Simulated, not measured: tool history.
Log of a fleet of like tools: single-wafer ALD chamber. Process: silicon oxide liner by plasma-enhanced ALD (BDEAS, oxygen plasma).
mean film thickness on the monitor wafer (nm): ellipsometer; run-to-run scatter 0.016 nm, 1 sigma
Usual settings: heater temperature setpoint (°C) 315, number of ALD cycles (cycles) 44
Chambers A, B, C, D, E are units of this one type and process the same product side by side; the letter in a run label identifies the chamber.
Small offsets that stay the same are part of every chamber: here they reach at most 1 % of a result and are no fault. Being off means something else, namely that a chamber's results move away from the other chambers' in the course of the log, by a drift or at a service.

run,hour,heater temperature setpoint (°C),number of ALD cycles (cycles),hours since the last thermocouple change,"read-back reference wafer on the same gauge, thickness_nm",mean film thickness on the monitor wafer (nm)
1B,8.9,315,44,535.1,4.1924,4.0265
2C,17.9,315,44,1382.1,4.1879,3.9985
3D,24.5,315,44,378.1,4.1901,4.0413
4E,30.7,315,44,732.2,4.1907,4.0298
5A,41.2,315,44,805.1,4.191,3.986
6B,47.5,315,44,573.7,4.1904,3.9867
7C,58.7,315,44,1422.9,4.1878,4.0376
8A,64.9,315,44,828.8,4.1879,4.0257
9E,77,315,44,778.5,4.1912,4.0377
10D,82.5,315,44,436.1,4.1888,4.0488
11C,91.1,315,44,1455.3,4.1864,4.0136
12B,99,315,41,625.2,4.186,3.7345
13E,108.7,315,41,810.2,4.1889,3.7427
14A,118.5,315,41,882.4,4.1932,3.7423
15D,124.6,315,41,478.2,4.1909,3.7033
16E,133.1,315,41,834.6,4.1899,3.7426
17D,144.9,301,44,498.5,4.1906,4.0881
18A,151.7,301,44,915.6,4.1918,4.0948
19B,159.6,301,44,685.8,4.1874,4.0957
20C,170.4,301,44,1534.6,4.1869,4.0674
21A,179.4,301,44,943.3,4.1929,4.108
22B,192,315,44,718.2,4.1916,4.0139
23E,202.5,315,44,904,4.1862,4.0312
24D,207.9,315,44,561.5,4.1926,4.0122
25C,216.2,320,37,1580.4,4.1875,3.3501
26E,226.3,320,37,927.8,4.1874,3.3971
27A,235.7,320,37,999.6,4.1915,3.3397
28D,246.4,320,37,600,4.1895,3.3407
29C,254.6,320,37,1618.8,4.1913,3.3809
30B,262.5,315,44,788.7,4.1915,4.0199
# hour 263.6: chamber E: thermocouple changed; heater temperature recalibrated
31A,272.3,310,44,1036.2,4.1929,4.063
32C,283.5,310,44,1647.7,4.1893,4.0563
33E,289.7,310,44,26.1,4.194,4.0692
34D,296.4,310,44,650,4.1876,4.0281
35B,308.1,310,44,834.3,4.1909,4.0664
36D,317.9,315,44,671.5,4.1951,3.9922
37B,326.2,315,44,852.4,4.1894,4.0389

Next, all 5 chambers run the settings below, one line each with question marks for the results. What does each chamber give?
38A,335.3,315,48,,,?
38B,335.3,315,48,,,?
38C,335.3,315,48,,,?
38D,335.3,315,48,,,?
38E,335.3,315,48,,,?

run,mean film thickness on the monitor wafer (nm)
38A,4.3667
38B,4.3842
38C,4.3742
38D,4.3386
38E,4.4005
